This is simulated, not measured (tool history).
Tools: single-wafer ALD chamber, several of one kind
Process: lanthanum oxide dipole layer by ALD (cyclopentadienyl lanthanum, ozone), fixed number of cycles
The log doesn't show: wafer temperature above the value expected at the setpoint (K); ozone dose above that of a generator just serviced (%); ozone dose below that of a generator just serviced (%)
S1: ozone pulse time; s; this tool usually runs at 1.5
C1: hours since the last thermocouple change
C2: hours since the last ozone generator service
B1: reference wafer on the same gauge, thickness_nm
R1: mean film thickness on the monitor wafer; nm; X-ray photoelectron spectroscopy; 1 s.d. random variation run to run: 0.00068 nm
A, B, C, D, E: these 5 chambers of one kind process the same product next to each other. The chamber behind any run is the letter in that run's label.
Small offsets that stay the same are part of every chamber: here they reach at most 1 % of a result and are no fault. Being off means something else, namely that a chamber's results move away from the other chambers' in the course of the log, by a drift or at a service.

run	day	S1	C1	C2	B1	R1
1A	0.362	1.5	1029	1363.3	0.62391	0.54457
2B	0.838	1.5	1761.6	183.7	0.62413	0.55065
3D	1.388	1.5	1071	2043.9	0.62369	0.5421
# day 1.717: chamber E: ozone generator serviced
4C	1.9	1.5	280.5	84.4	0.6237	0.55363
5E	2.412	1.5	1596.7	16.8	0.6234	0.54739
# day 2.542: chamber E: thermocouple changed; heater temperature recalibrated
6D	2.742	1.5	1103.5	2076.4	0.6234	0.54257
7E	3.229	1.5	16.6	36.4	0.62371	0.54736
8B	3.758	1.5	1831.7	253.8	0.62351	0.55031
9C	4.212	1.5	336	139.9	0.6232	0.55381
10A	4.633	1.5	1131.5	1465.8	0.62326	0.54408
11D	4.888	1.5	1155	2127.9	0.6232	0.54194
# day 5.221: chamber D: ozone generator serviced
12B	5.417	1.5	1871.5	293.6	0.62283	0.5495
13E	5.796	1.23	78.2	98	0.62293	0.52506
14C	6.121	1.23	381.8	185.7	0.62292	0.53288
15A	6.425	1.23	1174.5	1508.8	0.62288	0.52433
16D	6.954	1.23	1204.6	41.6	0.62257	0.52155
17E	7.475	1.23	118.5	138.3	0.62261	0.52462
18C	7.767	1.5	421.3	225.2	0.62258	0.55389
19A	8.088	1.5	1214.4	1548.7	0.62248	0.54484
20B	8.554	1.5	1946.8	368.9	0.62264	0.54921
21C	9.012	1.1	451.2	255.1	0.62243	0.51723
22B	9.479	1.1	1969	391.1	0.62217	0.51187
23D	10.012	1.1	1278	115	0.6221	0.50991
24E	10.375	1.1	188.1	207.9	0.62223	0.50999
25A	10.708	1.1	1277.3	1611.6	0.62196	0.50975
26A	11.083	1.5	1286.3	1620.6	0.62197	0.54338
27B	11.412	1.5	2015.4	437.5	0.62188	0.54904
28E	11.925	1.5	225.3	245.1	0.62172	0.54593
29C	12.183	1.5	527.3	331.2	0.62185	0.55312
30D	12.533	1.5	1338.5	175.5	0.62164	0.54163
31D	12.8	1.5	1344.9	181.9	0.62144	0.5416
# day 13.038: chamber B: thermocouple changed; heater temperature recalibrated
32B	13.192	1.5	3.8	480.2	0.62154	0.54761
33C	13.558	1.5	560.3	364.2	0.62164	0.55261
34E	14.062	1.99	276.6	296.4	0.62138	0.56221
35A	14.608	1.99	1370.9	1705.2	0.62133	0.56072
36C	14.867	1.99	591.7	395.6	0.62115	0.57136
37D	15.317	1.99	1405.3	242.3	0.62119	0.55933
38E	15.596	1.99	313.4	333.2	0.62108	0.5623
39A	15.938	1.5	1402.8	1737.1	0.62098	0.5427
40B	16.404	1.5	80.9	557.3	0.62103	0.54632
41B	16.862	1.5	91.9	568.3	0.62079	0.54727

What goes on in this fleet: one chamber off, a drifting gauge, or nothing beyond the chambers' own small offsets? Name the chamber and the cause, if any.

The shared gauge is drifting. All chambers look as if they move in step, but none is off.
What lies behind it: gauge reads low (%) = 0.507.
